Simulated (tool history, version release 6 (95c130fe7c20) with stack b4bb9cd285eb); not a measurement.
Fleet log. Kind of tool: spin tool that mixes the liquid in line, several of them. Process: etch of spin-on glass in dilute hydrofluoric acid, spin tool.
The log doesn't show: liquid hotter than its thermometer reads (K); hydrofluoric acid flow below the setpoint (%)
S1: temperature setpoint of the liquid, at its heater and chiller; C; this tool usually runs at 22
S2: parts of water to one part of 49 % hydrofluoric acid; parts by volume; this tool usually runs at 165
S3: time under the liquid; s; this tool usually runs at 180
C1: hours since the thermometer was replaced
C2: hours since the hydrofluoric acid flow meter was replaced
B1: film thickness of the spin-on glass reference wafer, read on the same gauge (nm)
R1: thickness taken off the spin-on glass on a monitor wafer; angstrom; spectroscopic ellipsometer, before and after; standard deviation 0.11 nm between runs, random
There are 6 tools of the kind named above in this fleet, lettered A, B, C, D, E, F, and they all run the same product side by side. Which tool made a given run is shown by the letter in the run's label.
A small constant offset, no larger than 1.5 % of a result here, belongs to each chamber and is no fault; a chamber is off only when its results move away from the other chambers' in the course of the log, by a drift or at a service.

{"run": "1C", "hour": 4.3, "S1": 22, "S2": 165, "S3": 180, "C1": 803.6, "C2": 636.4, "B1": 70.026, "R1": 213.09}
{"run": "2B", "hour": 10.8, "S1": 22, "S2": 165, "S3": 180, "C1": 74.4, "C2": 397.7, "B1": 69.988, "R1": 212.92}
{"run": "3F", "hour": 18.0, "S1": 22, "S2": 165, "S3": 180, "C1": 439.7, "C2": 2044.6, "B1": 70.0, "R1": 214.93}
{"run": "4E", "hour": 25.8, "S1": 22, "S2": 165, "S3": 180, "C1": 1362.8, "C2": 324.1, "B1": 69.998, "R1": 213.03}
{"run": "5D", "hour": 31.7, "S1": 22, "S2": 165, "S3": 180, "C1": 222.1, "C2": 487.1, "B1": 69.996, "R1": 213.64}
{"run": "6A", "hour": 39.8, "S1": 22, "S2": 165, "S3": 180, "C1": 923.7, "C2": 501.1, "B1": 69.997, "R1": 208.9}
{"run": "7C", "hour": 46.7, "S1": 22, "S2": 165, "S3": 180, "C1": 846.0, "C2": 678.8, "B1": 69.978, "R1": 214.11}
{"run": "8E", "hour": 54.9, "S1": 22, "S2": 165, "S3": 180, "C1": 1391.9, "C2": 353.2, "B1": 69.998, "R1": 210.57}
{"run": "9A", "hour": 59.0, "S1": 22, "S2": 165, "S3": 180, "C1": 942.9, "C2": 520.3, "B1": 69.972, "R1": 209.83}
{"run": "10D", "hour": 67.5, "S1": 22, "S2": 200, "S3": 180, "C1": 257.9, "C2": 522.9, "B1": 69.981, "R1": 170.3}
{"run": "11B", "hour": 72.2, "S1": 22, "S2": 200, "S3": 180, "C1": 135.8, "C2": 459.1, "B1": 69.96, "R1": 171.2}
{"run": "12F", "hour": 80.5, "S1": 22, "S2": 200, "S3": 180, "C1": 502.2, "C2": 2107.1, "B1": 70.008, "R1": 170.58}
{"run": "13E", "hour": 88.6, "S1": 22, "S2": 200, "S3": 180, "C1": 1425.6, "C2": 386.9, "B1": 69.979, "R1": 166.52}
{"hour": 89.5, "done": "chamber F: thermometer replaced"}
{"run": "14D", "hour": 96.4, "S1": 22, "S2": 200, "S3": 180, "C1": 286.8, "C2": 551.8, "B1": 70.01, "R1": 168.5}
{"run": "15A", "hour": 103.7, "S1": 22, "S2": 200, "S3": 180, "C1": 987.6, "C2": 565.0, "B1": 70.009, "R1": 169.37}
{"run": "16C", "hour": 109.1, "S1": 24, "S2": 165, "S3": 180, "C1": 908.4, "C2": 741.2, "B1": 70.01, "R1": 227.68}
{"run": "17F", "hour": 115.5, "S1": 24, "S2": 165, "S3": 180, "C1": 26.0, "C2": 2142.1, "B1": 69.989, "R1": 231.38}
{"run": "18B", "hour": 120.7, "S1": 24, "S2": 165, "S3": 180, "C1": 184.3, "C2": 507.6, "B1": 70.027, "R1": 225.38}
{"run": "19E", "hour": 127.1, "S1": 24, "S2": 165, "S3": 180, "C1": 1464.1, "C2": 425.4, "B1": 70.033, "R1": 228.52}
{"run": "20D", "hour": 134.5, "S1": 24, "S2": 165, "S3": 180, "C1": 324.9, "C2": 589.9, "B1": 69.994, "R1": 229.46}
{"run": "21A", "hour": 140.7, "S1": 24, "S2": 165, "S3": 180, "C1": 1024.6, "C2": 602.0, "B1": 69.99, "R1": 226.05}
{"run": "22C", "hour": 144.8, "S1": 22, "S2": 165, "S3": 180, "C1": 944.1, "C2": 776.9, "B1": 69.996, "R1": 213.15}
{"run": "23B", "hour": 151.4, "S1": 22, "S2": 165, "S3": 180, "C1": 215.0, "C2": 538.3, "B1": 69.967, "R1": 209.31}
{"run": "24F", "hour": 155.8, "S1": 18, "S2": 100, "S3": 180, "C1": 66.3, "C2": 2182.4, "B1": 70.028, "R1": 326.95}
{"run": "25D", "hour": 160.7, "S1": 18, "S2": 100, "S3": 180, "C1": 351.1, "C2": 616.1, "B1": 69.984, "R1": 324.98}
{"run": "26A", "hour": 165.7, "S1": 18, "S2": 100, "S3": 180, "C1": 1049.6, "C2": 627.0, "B1": 70.002, "R1": 314.66}
{"run": "27F", "hour": 169.7, "S1": 18, "S2": 100, "S3": 180, "C1": 80.2, "C2": 2196.3, "B1": 70.036, "R1": 326.8}
{"run": "28C", "hour": 176.8, "S1": 18, "S2": 100, "S3": 180, "C1": 976.1, "C2": 808.9, "B1": 69.954, "R1": 317.37}
{"run": "29E", "hour": 182.0, "S1": 18, "S2": 100, "S3": 180, "C1": 1519.0, "C2": 480.3, "B1": 69.965, "R1": 322.55}
{"run": "30B", "hour": 186.6, "S1": 25, "S2": 165, "S3": 130, "C1": 250.2, "C2": 573.5, "B1": 69.979, "R1": 165.95}
{"run": "31A", "hour": 191.8, "S1": 25, "S2": 165, "S3": 130, "C1": 1075.7, "C2": 653.1, "B1": 69.995, "R1": 171.63}
{"run": "32B", "hour": 197.9, "S1": 25, "S2": 165, "S3": 130, "C1": 261.5, "C2": 584.8, "B1": 70.005, "R1": 165.64}
{"run": "33D", "hour": 202.4, "S1": 25, "S2": 165, "S3": 130, "C1": 392.8, "C2": 657.8, "B1": 69.975, "R1": 172.48}
{"run": "34F", "hour": 207.4, "S1": 25, "S2": 165, "S3": 130, "C1": 117.9, "C2": 2234.0, "B1": 69.973, "R1": 173.12}
{"run": "35E", "hour": 213.8, "S1": 25, "S2": 165, "S3": 130, "C1": 1550.8, "C2": 512.1, "B1": 70.004, "R1": 170.63}
{"run": "36C", "hour": 221.4, "S1": 22, "S2": 165, "S3": 180, "C1": 1020.7, "C2": 853.5, "B1": 69.988, "R1": 212.97}
{"run": "37E", "hour": 228.4, "S1": 22, "S2": 165, "S3": 180, "C1": 1565.4, "C2": 526.7, "B1": 70.016, "R1": 212.23}

Read the log: is a single chamber off, either drifting away or since a service, is the gauge that measures every chamber drifting, or is nothing wrong beyond small per-chamber offsets? Name any odd chamber and what most likely caused it.

It is chamber B that slowly wanders off from its peers.
Likeliest cause: hydrofluoric acid flow below the setpoint (%) = 4.9.
Not necessarily distinguishable in this log from: liquid colder than its thermometer reads (K).

Which of the 4 candidates below, each the usual settings with something changed and its results left as question marks, puts chamber B back in line with what the other chambers give on the usual settings?
Counts as in line when no further than this from what the other chambers average on the usual settings: R1 3.80 angstrom
{"run": "38B-1", "hour": 234.8, "S1": 22, "S2": 180, "S3": 180, "R1": "?"}
{"run": "38B-2", "hour": 234.8, "S1": 22, "S2": 165, "S3": 190, "R1": "?"}
{"run": "38B-3", "hour": 234.8, "S1": 22, "S2": 165, "S3": 170, "R1": "?"}
{"run": "38B-4", "hour": 234.8, "S1": 22, "S2": 165, "S3": 200, "R1": "?"}

The mean the other chambers reach with the usual settings: R1 212.38 angstrom
run=38B-1 R1=181.86
run=38B-2 R1=212.68
run=38B-3 R1=190.29
run=38B-4 R1=223.87
38B-2 puts the chamber back in line with the other chambers.
